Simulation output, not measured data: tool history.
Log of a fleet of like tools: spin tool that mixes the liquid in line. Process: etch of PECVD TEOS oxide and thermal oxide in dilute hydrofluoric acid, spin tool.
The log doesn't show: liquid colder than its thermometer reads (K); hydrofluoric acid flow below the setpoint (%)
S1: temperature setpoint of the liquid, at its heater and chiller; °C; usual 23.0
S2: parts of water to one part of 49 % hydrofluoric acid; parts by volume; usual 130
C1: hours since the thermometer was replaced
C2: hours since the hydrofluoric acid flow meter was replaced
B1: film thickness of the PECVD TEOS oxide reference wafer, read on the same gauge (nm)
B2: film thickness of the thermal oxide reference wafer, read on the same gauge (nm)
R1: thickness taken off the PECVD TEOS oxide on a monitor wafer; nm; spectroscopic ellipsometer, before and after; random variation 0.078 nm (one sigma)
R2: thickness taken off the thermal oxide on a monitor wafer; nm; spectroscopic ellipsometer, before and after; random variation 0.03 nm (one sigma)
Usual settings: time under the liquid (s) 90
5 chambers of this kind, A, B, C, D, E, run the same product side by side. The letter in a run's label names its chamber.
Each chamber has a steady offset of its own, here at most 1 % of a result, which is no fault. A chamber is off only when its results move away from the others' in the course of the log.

Run 1B, hour 5.1: usual settings; C1 623.6; C2 743.8; B1 69.998; B2 110.00. Result: R1 9.4805 nm, R2 3.0043 nm.
Run 2A, hour 12.7: usual settings; C1 2128.4; C2 982.4; B1 70.007; B2 109.99. Result: R1 9.5534 nm, R2 2.9739 nm.
Run 3C, hour 18.0: usual settings; C1 524.3; C2 117.0; B1 69.986; B2 109.94. Result: R1 9.3534 nm, R2 3.0655 nm.
Run 4D, hour 23.3: usual settings; C1 778.3; C2 660.3; B1 70.023; B2 109.99. Result: R1 9.5201 nm, R2 3.0133 nm.
Run 5E, hour 29.6: usual settings; C1 865.7; C2 874.9; B1 70.015; B2 109.93. Result: R1 9.6336 nm, R2 3.0183 nm.
Run 6E, hour 33.3: usual settings; C1 869.4; C2 878.6; B1 69.996; B2 110.01. Result: R1 9.6744 nm, R2 3.0089 nm.
Run 7C, hour 40.7: usual settings; C1 547.0; C2 139.7; B1 70.016; B2 109.97. Result: R1 9.4740 nm, R2 3.0578 nm.
Run 8B, hour 46.1: usual settings; C1 664.6; C2 784.8; B1 70.003; B2 110.01. Result: R1 9.5725 nm, R2 3.0508 nm.
Run 9D, hour 53.4: usual settings; C1 808.4; C2 690.4; B1 70.027; B2 110.03. Result: R1 9.4868 nm, R2 3.0787 nm.
Run 10A, hour 61.2: usual settings; C1 2176.9; C2 1030.9; B1 70.020; B2 109.93. Result: R1 9.5670 nm, R2 2.9966 nm.
Run 11D, hour 67.9: usual settings; C1 822.9; C2 704.9; B1 69.970; B2 110.01. Result: R1 9.5832 nm, R2 3.0483 nm.
Run 12E, hour 74.1: usual settings; C1 910.2; C2 919.4; B1 69.980; B2 110.03. Result: R1 9.5595 nm, R2 3.0504 nm.
Run 13A, hour 81.0: usual settings; C1 2196.7; C2 1050.7; B1 69.979; B2 109.98. Result: R1 9.5024 nm, R2 3.0615 nm.
Run 14B, hour 85.6: usual settings; C1 704.1; C2 824.3; B1 70.018; B2 110.03. Result: R1 9.5544 nm, R2 2.9921 nm.
Run 15C, hour 92.0: usual settings; C1 598.3; C2 191.0; B1 70.018; B2 110.00. Result: R1 9.4554 nm, R2 3.0985 nm.
Run 16A, hour 96.9: usual settings; C1 2212.6; C2 1066.6; B1 70.039; B2 110.01. Result: R1 9.6002 nm, R2 2.9966 nm.
Run 17C, hour 100.9: usual settings but S1 21.0 °C; C1 607.2; C2 199.9; B1 70.000; B2 109.96. Result: R1 8.7400 nm, R2 2.8181 nm.
Run 18D, hour 108.5: usual settings but S1 21.0 °C; C1 863.5; C2 745.5; B1 70.006; B2 110.00. Result: R1 8.7793 nm, R2 2.7831 nm.
Run 19E, hour 115.4: usual settings but S1 21.0 °C; C1 951.5; C2 960.7; B1 70.049; B2 109.99. Result: R1 8.7174 nm, R2 2.8267 nm.
Run 20B, hour 121.0: usual settings but S1 21.0 °C; C1 739.5; C2 859.7; B1 70.010; B2 110.00. Result: R1 8.7212 nm, R2 2.7840 nm.
Run 21E, hour 128.2: usual settings but S1 21.0 °C; C1 964.3; C2 973.5; B1 70.022; B2 109.97. Result: R1 8.8871 nm, R2 2.7774 nm.
Run 22B, hour 135.2: usual settings; C1 753.7; C2 873.9; B1 70.017; B2 110.00. Result: R1 9.4939 nm, R2 2.9823 nm.
Run 23D, hour 140.9: usual settings; C1 895.9; C2 777.9; B1 70.030; B2 110.03. Result: R1 9.6617 nm, R2 3.0363 nm.
Run 24C, hour 148.7: usual settings; C1 655.0; C2 247.7; B1 70.010; B2 109.99. Result: R1 9.5702 nm, R2 2.9971 nm.
At hour 150.8: chamber A: hydrofluoric acid flow meter replaced.
Run 25A, hour 153.7: usual settings; C1 2269.4; C2 2.9; B1 70.011; B2 109.98. Result: R1 9.5743 nm, R2 3.0203 nm.
Run 26A, hour 158.8: usual settings; C1 2274.5; C2 8.0; B1 70.025; B2 109.98. Result: R1 9.4264 nm, R2 3.0541 nm.
Run 27C, hour 165.8: usual settings but S2 85 parts by volume; C1 672.1; C2 264.8; B1 70.004; B2 109.99. Result: R1 15.4760 nm, R2 4.9260 nm.
Run 28D, hour 170.3: usual settings but S2 85 parts by volume; C1 925.3; C2 807.3; B1 69.988; B2 110.04. Result: R1 15.2180 nm, R2 4.8057 nm.
Run 29E, hour 177.7: usual settings but S2 85 parts by volume; C1 1013.8; C2 1023.0; B1 69.988; B2 109.97. Result: R1 15.3120 nm, R2 4.9500 nm.
Run 30B, hour 185.6: usual settings but S2 85 parts by volume; C1 804.1; C2 924.3; B1 69.965; B2 109.93. Result: R1 15.3400 nm, R2 4.9108 nm.
Run 31B, hour 193.9: usual settings but S2 85 parts by volume; C1 812.4; C2 932.6; B1 69.991; B2 110.00. Result: R1 15.3200 nm, R2 4.9017 nm.
Run 32A, hour 200.8: usual settings; C1 2316.5; C2 50.0; B1 69.979; B2 110.03. Result: R1 9.4456 nm, R2 3.0408 nm.
Run 33E, hour 204.6: usual settings; C1 1040.7; C2 1049.9; B1 70.010; B2 109.97. Result: R1 9.6634 nm, R2 3.0568 nm.
Run 34D, hour 208.5: usual settings but S1 18.5 °C; C1 963.5; C2 845.5; B1 69.967; B2 109.95. Result: R1 7.9920 nm, R2 2.5432 nm.

Is one chamber off against the others, does the gauge drift, or is nothing wrong? If a chamber is off, say which, and what the likeliest cause is.

No chamber stands off beyond its own small offset, and the gauge holds steady.
